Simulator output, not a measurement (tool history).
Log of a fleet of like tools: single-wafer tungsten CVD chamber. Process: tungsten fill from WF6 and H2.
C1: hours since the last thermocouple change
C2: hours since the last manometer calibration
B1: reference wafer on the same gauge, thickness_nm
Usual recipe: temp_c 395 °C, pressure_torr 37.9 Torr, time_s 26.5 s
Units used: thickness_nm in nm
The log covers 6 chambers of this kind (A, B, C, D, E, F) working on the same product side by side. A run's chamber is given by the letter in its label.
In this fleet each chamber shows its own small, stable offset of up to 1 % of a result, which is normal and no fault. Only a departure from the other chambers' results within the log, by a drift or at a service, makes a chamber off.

{"run": "1D", "day": 0.246, "temp_c": 395, "pressure_torr": 37.9, "time_s": 26.5, "C1": 594.6, "C2": 1133.9, "B1": 90.184, "thickness_nm": 78.03}
{"run": "2B", "day": 0.608, "temp_c": 395, "pressure_torr": 37.9, "time_s": 26.5, "C1": 328.1, "C2": 3053.5, "B1": 90.069, "thickness_nm": 77.617}
{"run": "3E", "day": 1.146, "temp_c": 395, "pressure_torr": 37.9, "time_s": 26.5, "C1": 877.1, "C2": 222.8, "B1": 90.094, "thickness_nm": 77.802}
{"run": "4F", "day": 1.521, "temp_c": 395, "pressure_torr": 37.9, "time_s": 26.5, "C1": 506.9, "C2": 1360.7, "B1": 90.236, "thickness_nm": 77.78}
{"run": "5C", "day": 1.854, "temp_c": 395, "pressure_torr": 37.9, "time_s": 26.5, "C1": 290.3, "C2": 1313.7, "B1": 90.121, "thickness_nm": 78.958}
{"run": "6A", "day": 2.108, "temp_c": 395, "pressure_torr": 37.9, "time_s": 26.5, "C1": 1050.2, "C2": 1035.3, "B1": 90.215, "thickness_nm": 77.443}
{"run": "7F", "day": 2.45, "temp_c": 407, "pressure_torr": 42.0, "time_s": 26.5, "C1": 529.2, "C2": 1383.0, "B1": 90.283, "thickness_nm": 102.48}
{"run": "8C", "day": 2.825, "temp_c": 407, "pressure_torr": 42.0, "time_s": 26.5, "C1": 313.6, "C2": 1337.0, "B1": 90.209, "thickness_nm": 103.41}
{"run": "9E", "day": 3.129, "temp_c": 407, "pressure_torr": 42.0, "time_s": 26.5, "C1": 924.7, "C2": 270.4, "B1": 90.09, "thickness_nm": 102.04}
{"run": "10B", "day": 3.629, "temp_c": 407, "pressure_torr": 42.0, "time_s": 26.5, "C1": 400.6, "C2": 3126.0, "B1": 90.265, "thickness_nm": 101.33}
{"run": "11A", "day": 4.175, "temp_c": 407, "pressure_torr": 42.0, "time_s": 26.5, "C1": 1099.8, "C2": 1084.9, "B1": 90.362, "thickness_nm": 101.93}
{"run": "12D", "day": 4.704, "temp_c": 407, "pressure_torr": 42.0, "time_s": 26.5, "C1": 701.6, "C2": 1240.9, "B1": 90.255, "thickness_nm": 101.04}
{"run": "13C", "day": 5.179, "temp_c": 381, "pressure_torr": 37.9, "time_s": 22.7, "C1": 370.1, "C2": 1393.5, "B1": 90.195, "thickness_nm": 50.974}
{"run": "14A", "day": 5.592, "temp_c": 381, "pressure_torr": 37.9, "time_s": 22.7, "C1": 1133.8, "C2": 1118.9, "B1": 90.157, "thickness_nm": 50.57}
{"day": 5.675, "done": "chamber A: thermocouple changed; heater temperature recalibrated"}
{"run": "15D", "day": 6.033, "temp_c": 381, "pressure_torr": 37.9, "time_s": 22.7, "C1": 733.5, "C2": 1272.8, "B1": 90.291, "thickness_nm": 51.194}
{"run": "16E", "day": 6.404, "temp_c": 381, "pressure_torr": 37.9, "time_s": 22.7, "C1": 1003.3, "C2": 349.0, "B1": 90.171, "thickness_nm": 51.061}
{"run": "17B", "day": 6.654, "temp_c": 381, "pressure_torr": 37.9, "time_s": 22.7, "C1": 473.2, "C2": 3198.6, "B1": 90.25, "thickness_nm": 50.64}
{"run": "18F", "day": 7.042, "temp_c": 381, "pressure_torr": 37.9, "time_s": 22.7, "C1": 639.4, "C2": 1493.2, "B1": 90.245, "thickness_nm": 51.38}
{"run": "19A", "day": 7.571, "temp_c": 395, "pressure_torr": 37.9, "time_s": 26.5, "C1": 45.6, "C2": 1166.4, "B1": 90.147, "thickness_nm": 74.689}
{"run": "20C", "day": 8.075, "temp_c": 395, "pressure_torr": 37.9, "time_s": 26.5, "C1": 439.6, "C2": 1463.0, "B1": 90.163, "thickness_nm": 78.547}
{"run": "21E", "day": 8.496, "temp_c": 395, "pressure_torr": 41.0, "time_s": 30.9, "C1": 1053.5, "C2": 399.2, "B1": 90.21, "thickness_nm": 94.503}
{"day": 8.754, "done": "chamber B: capacitance manometer re-zeroed and calibrated"}
{"run": "22B", "day": 8.992, "temp_c": 395, "pressure_torr": 41.0, "time_s": 30.9, "C1": 529.3, "C2": 5.7, "B1": 90.141, "thickness_nm": 94.139}
{"run": "23D", "day": 9.275, "temp_c": 395, "pressure_torr": 41.0, "time_s": 30.9, "C1": 811.3, "C2": 1350.6, "B1": 90.194, "thickness_nm": 94.66}
{"run": "24F", "day": 9.796, "temp_c": 395, "pressure_torr": 41.0, "time_s": 30.9, "C1": 705.5, "C2": 1559.3, "B1": 90.11, "thickness_nm": 95.668}
{"run": "25B", "day": 10.125, "temp_c": 395, "pressure_torr": 41.0, "time_s": 30.9, "C1": 556.5, "C2": 32.9, "B1": 90.093, "thickness_nm": 94.192}
{"run": "26C", "day": 10.483, "temp_c": 395, "pressure_torr": 41.0, "time_s": 30.9, "C1": 497.4, "C2": 1520.8, "B1": 90.248, "thickness_nm": 94.674}
{"run": "27A", "day": 11.021, "temp_c": 395, "pressure_torr": 37.9, "time_s": 26.5, "C1": 128.4, "C2": 1249.2, "B1": 90.122, "thickness_nm": 75.132}
{"run": "28E", "day": 11.279, "temp_c": 395, "pressure_torr": 37.9, "time_s": 26.5, "C1": 1120.3, "C2": 466.0, "B1": 90.263, "thickness_nm": 78.774}
{"run": "29F", "day": 11.583, "temp_c": 395, "pressure_torr": 37.9, "time_s": 26.5, "C1": 748.4, "C2": 1602.2, "B1": 90.155, "thickness_nm": 78.599}
{"run": "30D", "day": 12.075, "temp_c": 395, "pressure_torr": 37.9, "time_s": 26.5, "C1": 878.5, "C2": 1417.8, "B1": 90.244, "thickness_nm": 77.604}
{"day": 12.525, "done": "chamber D: capacitance manometer re-zeroed and calibrated"}
{"run": "31D", "day": 12.525, "temp_c": 395, "pressure_torr": 37.9, "time_s": 26.5, "C1": 889.3, "C2": 0.1, "B1": 90.182, "thickness_nm": 77.44}
{"run": "32A", "day": 12.879, "temp_c": 381, "pressure_torr": 43.7, "time_s": 26.5, "C1": 173.0, "C2": 1293.8, "B1": 90.252, "thickness_nm": 60.231}
{"run": "33E", "day": 13.404, "temp_c": 381, "pressure_torr": 43.7, "time_s": 26.5, "C1": 1171.3, "C2": 517.0, "B1": 90.161, "thickness_nm": 64.516}
{"run": "34C", "day": 13.738, "temp_c": 381, "pressure_torr": 43.7, "time_s": 26.5, "C1": 575.5, "C2": 1598.9, "B1": 90.201, "thickness_nm": 63.502}
{"run": "35F", "day": 14.125, "temp_c": 381, "pressure_torr": 43.7, "time_s": 26.5, "C1": 809.4, "C2": 1663.2, "B1": 90.228, "thickness_nm": 63.826}
{"run": "36B", "day": 14.654, "temp_c": 381, "pressure_torr": 43.7, "time_s": 26.5, "C1": 665.2, "C2": 141.6, "B1": 90.121, "thickness_nm": 63.286}
{"run": "37C", "day": 14.912, "temp_c": 381, "pressure_torr": 43.7, "time_s": 26.5, "C1": 603.7, "C2": 1627.1, "B1": 90.184, "thickness_nm": 64.06}
{"run": "38F", "day": 15.208, "temp_c": 395, "pressure_torr": 37.9, "time_s": 26.5, "C1": 835.4, "C2": 1689.2, "B1": 90.219, "thickness_nm": 78.962}
{"run": "39D", "day": 15.738, "temp_c": 395, "pressure_torr": 37.9, "time_s": 26.5, "C1": 966.4, "C2": 77.2, "B1": 90.273, "thickness_nm": 77.743}
{"run": "40E", "day": 16.058, "temp_c": 395, "pressure_torr": 37.9, "time_s": 26.5, "C1": 1235.0, "C2": 580.7, "B1": 90.293, "thickness_nm": 78.305}
{"day": 16.292, "done": "chamber A: capacitance manometer re-zeroed and calibrated"}
{"run": "41A", "day": 16.438, "temp_c": 395, "pressure_torr": 37.9, "time_s": 26.5, "C1": 258.4, "C2": 3.5, "B1": 90.166, "thickness_nm": 74.8}
{"run": "42B", "day": 16.812, "temp_c": 395, "pressure_torr": 37.9, "time_s": 26.5, "C1": 717.0, "C2": 193.4, "B1": 90.174, "thickness_nm": 77.936}
{"run": "43C", "day": 17.229, "temp_c": 395, "pressure_torr": 37.9, "time_s": 26.5, "C1": 659.3, "C2": 1682.7, "B1": 90.113, "thickness_nm": 78.215}
{"run": "44D", "day": 17.658, "temp_c": 395, "pressure_torr": 37.9, "time_s": 26.5, "C1": 1012.5, "C2": 123.3, "B1": 90.199, "thickness_nm": 78.67}

Is one chamber off against the others, does the gauge drift, or is nothing wrong? If a chamber is off, say which, and what the likeliest cause is.

After it was serviced, chamber A no longer matches the other chambers.
What lies behind it: wafer temperature below the value expected at the setpoint (K) = 1.97.

Below are 4 candidate recipes for chamber A's next run, each the usual settings with a change, their results shown as question marks. Which of them brings A's results back in line with what the other chambers give on the usual settings?
To be in line, a result may differ from the other chambers' mean on the usual settings by at most: thickness_nm 1.300 nm
{"run": "45A-1", "day": 18.062, "temp_c": 397, "pressure_torr": 38.4, "time_s": 26.5, "thickness_nm": "?"}
{"run": "45A-2", "day": 18.062, "temp_c": 395, "pressure_torr": 37.9, "time_s": 26.2, "thickness_nm": "?"}
{"run": "45A-3", "day": 18.062, "temp_c": 395, "pressure_torr": 34.5, "time_s": 26.5, "thickness_nm": "?"}
{"run": "45A-4", "day": 18.062, "temp_c": 395, "pressure_torr": 38.2, "time_s": 26.7, "thickness_nm": "?"}

Mean of the other chambers on the usual settings: thickness_nm 78.194 nm
run=45A-1 thickness_nm=78.542
run=45A-2 thickness_nm=74.270
run=45A-3 thickness_nm=71.850
run=45A-4 thickness_nm=75.976
The answer is 45A-1, which returns the chamber to within the allowed miss of the others.
